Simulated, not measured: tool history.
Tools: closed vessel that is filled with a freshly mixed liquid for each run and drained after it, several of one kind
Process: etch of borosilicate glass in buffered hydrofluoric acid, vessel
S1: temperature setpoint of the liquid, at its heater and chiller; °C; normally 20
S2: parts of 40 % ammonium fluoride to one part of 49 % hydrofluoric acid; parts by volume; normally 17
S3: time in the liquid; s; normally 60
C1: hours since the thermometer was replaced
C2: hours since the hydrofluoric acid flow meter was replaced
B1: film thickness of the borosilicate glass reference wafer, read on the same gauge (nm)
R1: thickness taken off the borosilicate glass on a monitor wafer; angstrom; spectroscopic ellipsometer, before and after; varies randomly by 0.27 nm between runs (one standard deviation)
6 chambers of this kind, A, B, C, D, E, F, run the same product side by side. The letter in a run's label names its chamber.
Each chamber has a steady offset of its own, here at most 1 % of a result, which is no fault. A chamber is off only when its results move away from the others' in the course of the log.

run,hour,S1,S2,S3,C1,C2,B1,R1
1F,7.0,20,17,60,917.4,623.4,39.994,348.07
2A,14.8,20,17,60,2003.5,704.1,40.020,352.12
3D,21.9,20,17,60,307.5,400.2,40.007,354.10
4C,27.6,20,17,60,814.0,438.3,40.001,352.72
# hour 29.8: chamber C: hydrofluoric acid flow meter replaced
5E,33.5,20,17,60,1209.8,1109.1,40.011,359.45
6B,42.0,20,17,60,1410.7,83.2,39.996,354.71
7D,48.2,20,17,60,333.8,426.5,40.010,357.75
8B,53.0,20,17,60,1421.7,94.2,39.991,352.74
9E,57.6,20,17,60,1233.9,1133.2,40.013,358.56
10F,67.1,20,17,60,977.5,683.5,39.956,355.14
11C,76.2,20,17,60,862.6,46.5,39.991,361.71
12A,83.4,20,17,60,2072.1,772.7,39.970,342.83
13C,90.1,20,17,60,876.5,60.4,40.009,357.46
14A,95.7,20,22,95,2084.4,785.0,40.015,432.37
15D,103.5,20,22,95,389.1,481.8,39.990,444.40
16E,109.7,20,22,95,1286.0,1185.3,39.990,449.29
17B,118.0,20,22,95,1486.7,159.2,39.992,447.58
18F,123.3,20,22,95,1033.7,739.7,40.010,443.21
19C,131.6,20,22,95,918.0,101.9,39.976,450.08
20A,136.8,20,23,60,2125.5,826.1,40.009,264.44
21E,144.2,20,23,60,1320.5,1219.8,39.979,278.68
22F,150.6,20,23,60,1061.0,767.0,39.993,273.17
23B,158.3,20,23,60,1527.0,199.5,39.997,274.39
24D,164.5,20,23,60,450.1,542.8,40.014,268.41
25E,174.1,20,23,60,1350.4,1249.7,39.995,278.41
26F,183.7,20,17,60,1094.1,800.1,40.008,358.13
27C,189.3,20,17,60,975.7,159.6,39.997,355.68
28B,194.2,20,17,60,1562.9,235.4,39.996,350.73
29D,201.2,20,23,50,486.8,579.5,39.988,226.06
30A,208.2,20,23,50,2196.9,897.5,39.996,216.05
31A,216.7,20,23,50,2205.4,906.0,39.977,214.46
32B,223.7,20,23,50,1592.4,264.9,39.987,227.93
33F,231.8,20,23,50,1142.2,848.2,40.005,225.01
34E,236.3,20,23,50,1412.6,1311.9,39.981,229.67
35D,242.5,20,17,30,528.1,620.8,39.998,175.23
36C,248.7,20,17,30,1035.1,219.0,39.998,177.28
37A,254.6,20,17,30,2243.3,943.9,40.001,163.02
38C,263.3,20,17,30,1049.7,233.6,40.018,177.98
39F,273.0,20,17,30,1183.4,889.4,40.032,175.51
40D,279.4,20,17,30,565.0,657.7,39.998,173.09
41E,284.1,20,17,60,1460.4,1359.7,39.982,355.75
42B,289.6,20,17,60,1658.3,330.8,39.985,356.98

Predict what each chamber gives when all 6 of them run the settings below next.
43A,296.5,20,17,70,,,,?
43B,296.5,20,17,70,,,,?
43C,296.5,20,17,70,,,,?
43D,296.5,20,17,70,,,,?
43E,296.5,20,17,70,,,,?
43F,296.5,20,17,70,,,,?

run,R1
43A,375.25
43B,407.33
43C,414.69
43D,406.10
43E,415.62
43F,412.73

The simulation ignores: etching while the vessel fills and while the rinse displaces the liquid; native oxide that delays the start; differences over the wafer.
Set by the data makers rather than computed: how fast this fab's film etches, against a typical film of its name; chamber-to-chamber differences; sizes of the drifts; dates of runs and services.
